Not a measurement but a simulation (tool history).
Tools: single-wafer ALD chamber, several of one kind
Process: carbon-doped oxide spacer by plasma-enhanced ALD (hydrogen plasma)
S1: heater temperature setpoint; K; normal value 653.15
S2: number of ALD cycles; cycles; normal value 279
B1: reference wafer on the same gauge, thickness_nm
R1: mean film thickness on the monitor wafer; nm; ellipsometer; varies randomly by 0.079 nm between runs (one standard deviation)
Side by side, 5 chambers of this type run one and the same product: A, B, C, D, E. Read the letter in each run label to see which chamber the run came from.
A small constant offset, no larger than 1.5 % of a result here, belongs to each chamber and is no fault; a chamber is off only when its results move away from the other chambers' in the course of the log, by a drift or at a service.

| run | hour | S1 | S2 | B1 | R1 |
|---|---|---|---|---|---|
| 1E | 4.5 | 653.15 | 279 | 12.598 | 14.099 |
| 2C | 9.6 | 653.15 | 279 | 12.612 | 14.124 |
| 3B | 13.7 | 653.15 | 279 | 12.603 | 14.026 |
| 4D | 16.8 | 653.15 | 279 | 12.591 | 13.802 |
| 5A | 19.6 | 653.15 | 279 | 12.612 | 13.854 |
| 6D | 23.7 | 653.15 | 279 | 12.6 | 13.809 |
| 7A | 27.3 | 653.15 | 279 | 12.603 | 13.821 |
| 8C | 30.3 | 653.15 | 279 | 12.589 | 14.123 |
| 9E | 33.2 | 653.15 | 279 | 12.603 | 14.058 |
| 10B | 35.9 | 653.15 | 279 | 12.601 | 13.947 |
| 11A | 40.2 | 646.15 | 279 | 12.609 | 13.931 |
| 12C | 45.6 | 646.15 | 279 | 12.593 | 14.097 |
| 13E | 50.8 | 646.15 | 279 | 12.623 | 14.013 |
| 14D | 55.8 | 646.15 | 279 | 12.593 | 13.841 |
| 15B | 61.3 | 646.15 | 279 | 12.605 | 13.846 |
| 16D | 65.2 | 653.15 | 279 | 12.591 | 13.808 |
| 17C | 67.9 | 653.15 | 279 | 12.583 | 14.05 |
| 18A | 71.5 | 653.15 | 279 | 12.602 | 13.868 |
| 19E | 77.4 | 653.15 | 279 | 12.603 | 14.066 |
| 20B | 81.3 | 653.15 | 279 | 12.614 | 13.957 |
| 21D | 84.2 | 653.15 | 279 | 12.591 | 13.817 |
| 22C | 87.7 | 653.15 | 279 | 12.609 | 14.041 |
| 23E | 93.7 | 653.15 | 279 | 12.594 | 14.05 |
| 24B | 98.1 | 653.15 | 279 | 12.613 | 13.797 |
| 25A | 104.2 | 653.15 | 279 | 12.588 | 13.92 |
| 26B | 107 | 653.15 | 279 | 12.598 | 13.995 |
| 27A | 113.1 | 653.15 | 279 | 12.606 | 14.015 |
| 28D | 119 | 653.15 | 279 | 12.609 | 13.904 |
| 29C | 121.7 | 643.15 | 260 | 12.605 | 13.158 |
| 30E | 126.6 | 643.15 | 260 | 12.618 | 13.211 |
| 31A | 132.2 | 643.15 | 260 | 12.61 | 13.026 |
| 32C | 137.9 | 643.15 | 260 | 12.579 | 13.003 |
| 33D | 141.1 | 643.15 | 260 | 12.594 | 12.892 |
| 34E | 144.6 | 653.15 | 279 | 12.588 | 14.026 |
| 35B | 147.9 | 653.15 | 279 | 12.587 | 13.846 |
| 36D | 152.3 | 653.15 | 279 | 12.596 | 13.74 |
| 37E | 157 | 653.15 | 279 | 12.606 | 14.023 |
| 38C | 161.6 | 653.15 | 279 | 12.605 | 14.066 |

All chambers now run identical settings, listed one chamber a line with results as question marks. What results will each chamber show?
| 39A | 166 | 653.15 | 279 |  | ? |
| 39B | 166 | 653.15 | 279 |  | ? |
| 39C | 166 | 653.15 | 279 |  | ? |
| 39D | 166 | 653.15 | 279 |  | ? |
| 39E | 166 | 653.15 | 279 |  | ? |

| run | R1 |
|---|---|
| 39A | 13.881 |
| 39B | 13.961 |
| 39C | 14.038 |
| 39D | 13.824 |
| 39E | 14.077 |
